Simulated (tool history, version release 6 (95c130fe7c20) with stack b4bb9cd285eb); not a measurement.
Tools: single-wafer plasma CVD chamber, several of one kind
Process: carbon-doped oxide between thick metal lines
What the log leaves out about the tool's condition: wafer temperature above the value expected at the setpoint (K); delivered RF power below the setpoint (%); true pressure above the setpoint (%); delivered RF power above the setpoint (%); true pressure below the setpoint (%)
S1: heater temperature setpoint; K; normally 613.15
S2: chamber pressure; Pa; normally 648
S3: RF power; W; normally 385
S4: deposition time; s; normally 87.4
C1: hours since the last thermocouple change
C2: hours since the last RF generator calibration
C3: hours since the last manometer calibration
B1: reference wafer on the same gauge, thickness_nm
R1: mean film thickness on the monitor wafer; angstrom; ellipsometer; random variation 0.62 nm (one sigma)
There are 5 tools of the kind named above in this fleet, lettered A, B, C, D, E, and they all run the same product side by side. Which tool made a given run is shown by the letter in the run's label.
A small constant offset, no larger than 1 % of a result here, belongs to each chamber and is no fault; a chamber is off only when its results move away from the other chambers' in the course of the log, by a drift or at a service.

run,hour,S1,S2,S3,S4,C1,C2,C3,B1,R1
# hour 7: chamber D: capacitance manometer re-zeroed and calibrated
1C,9.1,613.15,648,385,87.4,1138.4,704.2,1763.9,341.13,3787.5
2E,16.3,613.15,648,385,87.4,914.1,1665.4,1342.3,341.18,3744.9
3A,25.8,613.15,648,385,87.4,1403.3,230.1,887.2,341.12,3759.5
4D,35.3,613.15,648,385,87.4,876.5,918,28.3,341.19,3755.7
5B,46,613.15,648,385,87.4,1006.1,530.2,541.6,341.31,3763.9
6B,52.2,613.15,648,385,87.4,1012.3,536.4,547.8,341.18,3762.6
7D,58.5,613.15,648,385,87.4,899.7,941.2,51.5,341.37,3750.5
8C,64.8,613.15,648,385,87.4,1194.1,759.9,1819.6,341.37,3792.1
9A,75.5,613.15,648,385,87.4,1453,279.8,936.9,341.49,3766.7
10E,87.2,613.15,648,385,87.4,985,1736.3,1413.2,341.56,3757.3
11C,98.8,613.15,648,385,87.4,1228.1,793.9,1853.6,341.61,3796.2
12A,110.7,613.15,648,385,87.4,1488.2,315,972.1,341.54,3770.3
13D,116.7,613.15,648,385,87.4,957.9,999.4,109.7,341.73,3770.5
# hour 126: chamber C: capacitance manometer re-zeroed and calibrated
14E,126.2,613.15,648,385,87.4,1024,1775.3,1452.2,341.7,3759.2
15B,132.8,613.15,648,385,87.4,1092.9,617,628.4,341.89,3770.4
16A,140.1,613.15,648,385,87.4,1517.6,344.4,1001.5,341.76,3778.7
17E,148.3,613.15,648,385,72.9,1046.1,1797.4,1474.3,341.94,3143.8
18B,159.3,613.15,648,385,72.9,1119.4,643.5,654.9,341.9,3145.4
19C,169.2,613.15,648,385,72.9,1298.5,864.3,43.2,342.03,3170.5
20D,177.1,613.15,648,385,72.9,1018.3,1059.8,170.1,341.96,3144.3
21D,183.2,613.15,648,385,72.9,1024.4,1065.9,176.2,342.13,3148
# hour 188.7: chamber A: thermocouple changed; heater temperature recalibrated
22A,188.7,613.15,648,385,87.4,0,393,1050.1,342.23,3778.8
23B,198.7,613.15,648,385,87.4,1158.8,682.9,694.3,342.31,3765.8
24E,210.9,613.15,648,385,87.4,1108.7,1860,1536.9,342.31,3758.8
25C,218.2,613.15,648,385,87.4,1347.5,913.3,92.2,342.17,3807.8
26C,225.3,613.15,648,385,87.4,1354.6,920.4,99.3,342.3,3793.8
27B,233.4,613.15,648,385,87.4,1193.5,717.6,729,342.28,3787.3
28A,244.9,613.15,648,385,87.4,56.2,449.2,1106.3,342.42,3776.6
29E,254,613.15,648,385,87.4,1151.8,1903.1,1580,342.54,3768
30D,263.5,613.15,544,315,87.4,1104.7,1146.2,256.5,342.58,3152.1
31A,270.6,613.15,544,315,87.4,81.9,474.9,1132,342.53,3161.7
32E,280.7,613.15,544,315,87.4,1178.5,1929.8,1606.7,342.73,3157.8
33B,287,613.15,544,315,87.4,1247.1,771.2,782.6,342.81,3188
# hour 287.5: chamber B: thermocouple changed; heater temperature recalibrated
34D,297.7,613.15,544,315,87.4,1138.9,1180.4,290.7,342.75,3160.9
35C,303.4,613.15,648,385,87.4,1432.7,998.5,177.4,342.9,3806.1
36A,310,613.15,648,385,87.4,121.3,514.3,1171.4,342.96,3782.2
37B,315.9,613.15,648,385,87.4,28.4,800.1,811.5,342.89,3787.4
38C,326.2,613.15,648,385,87.4,1455.5,1021.3,200.2,342.97,3809.4
39E,333.4,613.15,648,385,87.4,1231.2,1982.5,1659.4,343.1,3774.5
40D,339.8,613.15,648,385,87.4,1181,1222.5,332.8,343.17,3790.8
41C,345.4,613.15,648,385,87.4,1474.7,1040.5,219.4,343.16,3803.2
# hour 353.8: chamber B: RF generator calibrated
42B,356.1,613.15,648,385,87.4,68.6,2.4,851.7,343.28,3794.5
43A,363.9,613.15,648,385,87.4,175.2,568.2,1225.3,343.35,3787

Each of the 5 chambers runs these same settings next. Fill in every chamber's results:
44A,372.8,613.15,741,385,87.4,,,,,?
44B,372.8,613.15,741,385,87.4,,,,,?
44C,372.8,613.15,741,385,87.4,,,,,?
44D,372.8,613.15,741,385,87.4,,,,,?
44E,372.8,613.15,741,385,87.4,,,,,?

run,R1
44A,3868.5
44B,3870.2
44C,3892.9
44D,3870
44E,3837.7
